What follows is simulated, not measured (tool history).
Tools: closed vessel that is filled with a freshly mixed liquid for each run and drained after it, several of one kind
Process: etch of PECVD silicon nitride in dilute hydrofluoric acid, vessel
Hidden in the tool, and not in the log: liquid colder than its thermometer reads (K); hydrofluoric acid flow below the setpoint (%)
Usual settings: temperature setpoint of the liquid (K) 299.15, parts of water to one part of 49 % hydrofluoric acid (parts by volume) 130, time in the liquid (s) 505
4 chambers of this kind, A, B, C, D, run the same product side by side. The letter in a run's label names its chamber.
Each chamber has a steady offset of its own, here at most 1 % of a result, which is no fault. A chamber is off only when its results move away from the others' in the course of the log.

run,hour,temperature setpoint of the liquid (K),parts of water to one part of 49 % hydrofluoric acid (parts by volume),time in the liquid (s),hours since the thermometer was replaced,hours since the hydrofluoric acid flow meter was replaced,"read-back film thickness of the PECVD silicon nitride reference wafer, read on the same gauge (nm)",thickness taken off the PECVD silicon nitride on a monitor wafer (nm)
1A,13.9,299.15,130,505,1343.2,510,130,13.208
2C,24.7,299.15,130,505,1335.7,247.2,130.01,13.365
3B,33.7,299.15,130,505,612.4,781.3,130,13.394
4D,40.7,299.15,130,505,116,625.2,129.98,13.285
5A,48.8,299.15,130,505,1378.1,544.9,130.01,13.157
6B,58.2,299.15,130,505,636.9,805.8,130,13.359
7D,66.8,299.15,130,505,142.1,651.3,130,13.439
8C,77.4,299.15,130,505,1388.4,299.9,130,13.346
9B,88.7,295.15,130,505,667.4,836.3,130,10.304
10A,98.8,295.15,130,505,1428.1,594.9,129.98,10.116
11C,111.2,295.15,130,505,1422.2,333.7,130.02,10.306
12D,120.4,295.15,130,505,195.7,704.9,130,10.302
# hour 123: chamber C: thermometer replaced
13D,131.1,299.15,130,505,206.4,715.6,130.02,13.295
14B,145,299.15,130,505,723.7,892.6,130,13.292
15A,151.5,299.15,130,505,1480.8,647.6,130,12.994
16C,161.6,299.15,130,505,38.7,384.1,129.99,13.294
17D,173.7,299.15,130,505,249,758.2,130,13.391
18C,188.1,299.15,130,505,65.2,410.6,130.01,13.418
19B,195.3,299.15,130,505,774,942.9,130.01,13.373
20A,205.1,299.15,130,505,1534.4,701.2,129.99,12.757
21A,215.7,299.15,130,505,1545,711.8,129.98,12.762
22C,228.5,297.15,130,505,105.6,451,130,11.8
23B,236,297.15,130,505,814.7,983.6,129.99,11.753
24D,244.1,297.15,130,505,319.4,828.6,129.98,11.738

What goes on in this fleet: one chamber off, a drifting gauge, or nothing beyond the chambers' own small offsets? Name the chamber and the cause, if any.

Chamber A drifts away from the others.
Cause: hydrofluoric acid flow below the setpoint (%) = 4.15.
The log may not tell that from: liquid colder than its thermometer reads (K).

Here are 4 candidates for chamber A's next run, each the usual settings with a change, their results left as question marks. Which one brings its results back in line with what the others give on the usual settings?
In line means no further than this from the other chambers' mean on the usual settings: thickness taken off the PECVD silicon nitride on a monitor wafer (nm) 0.16
25A-1,254.5,297.65,130,505,,,,?
25A-2,254.5,299.15,130,480,,,,?
25A-3,254.5,299.15,125,535,,,,?
25A-4,254.5,299.15,130,530,,,,?

The other chambers' mean on the usual settings: thickness taken off the PECVD silicon nitride on a monitor wafer (nm) 13.348
run,thickness taken off the PECVD silicon nitride on a monitor wafer (nm)
25A-1,11.526
25A-2,12.047
25A-3,13.972
25A-4,13.302
25A-4 brings the chamber back in line.
